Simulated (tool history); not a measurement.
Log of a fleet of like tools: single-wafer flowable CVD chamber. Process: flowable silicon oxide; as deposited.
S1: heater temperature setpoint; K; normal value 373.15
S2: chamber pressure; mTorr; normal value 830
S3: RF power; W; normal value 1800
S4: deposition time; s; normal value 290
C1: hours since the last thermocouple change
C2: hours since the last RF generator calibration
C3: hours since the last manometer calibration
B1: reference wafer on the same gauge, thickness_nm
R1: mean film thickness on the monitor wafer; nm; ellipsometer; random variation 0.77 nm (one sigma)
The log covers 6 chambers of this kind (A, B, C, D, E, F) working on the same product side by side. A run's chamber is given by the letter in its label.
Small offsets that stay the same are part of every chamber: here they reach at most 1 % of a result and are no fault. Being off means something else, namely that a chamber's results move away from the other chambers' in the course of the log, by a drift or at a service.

run	hour	S1	S2	S3	S4	C1	C2	C3	B1	R1
1F	11.5	373.15	830	1800	290	159.8	831.9	548.3	216.84	181.5
# hour 11.7: chamber B: thermocouple changed; heater temperature recalibrated
2C	16.7	373.15	830	1800	290	437.9	1245.9	2315.1	216.74	182.31
3A	23.3	373.15	830	1800	290	241	1030.2	33.8	216.93	181.33
4D	30.6	373.15	830	1800	290	562	804.4	1506.9	217.05	180.75
5B	39.2	373.15	830	1800	290	27.5	645.8	667.8	216.85	180.68
6E	46.2	373.15	830	1800	290	679.8	797.8	149.9	217.05	181.04
7C	53.1	373.15	830	1800	290	474.3	1282.3	2351.5	217.11	181.7
8E	63.1	373.15	830	1800	290	696.7	814.7	166.8	216.79	182.11
9F	68.7	373.15	830	1800	290	217	889.1	605.5	216.88	181.12
10B	77.1	373.15	656	1800	290	65.4	683.7	705.7	216.95	133.63
11A	85.1	373.15	656	1800	290	302.8	1092	95.6	217.24	131.3
12D	91.7	373.15	656	1800	290	623.1	865.5	1568	216.84	132.85
13F	103.2	373.15	656	1800	290	251.5	923.6	640	217.08	132.84
# hour 113: chamber D: capacitance manometer re-zeroed and calibrated
14D	114.1	373.15	656	1800	290	645.5	887.9	1.2	216.98	132.72
15C	125	373.15	656	1800	290	546.2	1354.2	2423.4	216.83	131.86
# hour 130.3: chamber A: RF generator calibrated
16B	135.9	373.15	830	1800	290	124.2	742.5	764.5	216.84	179.61
17E	141.3	373.15	830	1800	290	774.9	892.9	245	216.9	182.83
18A	147.2	373.15	830	1800	290	364.9	16.9	157.7	217.16	181.26
19F	158.4	373.15	830	1800	290	306.7	978.8	695.2	216.8	182.36
20C	166.9	373.15	830	1800	290	588.1	1396.1	2465.3	217.14	181.4
21D	175.3	373.15	830	1800	290	706.7	949.1	62.4	217.13	180.01
22B	186.2	373.15	830	1800	290	174.5	792.8	814.8	216.97	178.84
23E	197.9	373.15	830	1800	290	831.5	949.5	301.6	217.05	182.27
24A	208.5	373.15	830	1800	290	426.2	78.2	219	216.84	181.21
25C	215	373.15	830	1800	290	636.2	1444.2	2513.4	216.88	181.61
26E	221.7	373.15	830	1460	290	855.3	973.3	325.4	216.97	170.07
27A	228.1	373.15	830	1460	290	445.8	97.8	238.6	217.12	168.77
28F	233.5	373.15	830	1460	290	381.8	1053.9	770.3	217.06	170.68
29D	240	373.15	830	1460	290	771.4	1013.8	127.1	216.91	170.06
30B	245.4	373.15	830	1460	290	233.7	852	874	217.05	169.08
31D	250.5	373.15	830	1460	290	781.9	1024.3	137.6	216.78	169.15
32A	258.2	373.15	830	1800	290	475.9	127.9	268.7	217.13	181.36
33E	267	373.15	830	1800	290	900.6	1018.6	370.7	216.8	180.43
34C	276.3	373.15	830	1800	290	697.5	1505.5	2574.7	217.01	183.06
35B	285.2	373.15	830	1800	290	273.5	891.8	913.8	217.08	180.54
36F	295.3	373.15	830	1800	290	443.6	1115.7	832.1	216.89	182.08
37B	303.5	373.15	830	1800	290	291.8	910.1	932.1	216.95	178.51
38F	309.9	373.15	830	1800	290	458.2	1130.3	846.7	216.74	183.58
39C	317.3	373.15	830	1800	290	738.5	1546.5	2615.7	217.12	181.26
40D	326.9	373.15	830	1800	290	858.3	1100.7	214	216.93	180.42
41A	335	373.15	830	1800	290	552.7	204.7	345.5	216.81	181.46
42E	344.8	373.15	830	1800	290	978.4	1096.4	448.5	217.02	182.2
43E	354.1	373.15	830	1800	290	987.7	1105.7	457.8	217.26	181.25
44A	362.7	373.15	830	1800	290	580.4	232.4	373.2	216.88	181.77

Which is it: a chamber that has drifted or been left off by a service, a gauge drift common to all chambers, or only each chamber's usual small offset? If a chamber is off, name it and its likeliest cause.

No chamber stands off beyond its own small offset, and the gauge holds steady.

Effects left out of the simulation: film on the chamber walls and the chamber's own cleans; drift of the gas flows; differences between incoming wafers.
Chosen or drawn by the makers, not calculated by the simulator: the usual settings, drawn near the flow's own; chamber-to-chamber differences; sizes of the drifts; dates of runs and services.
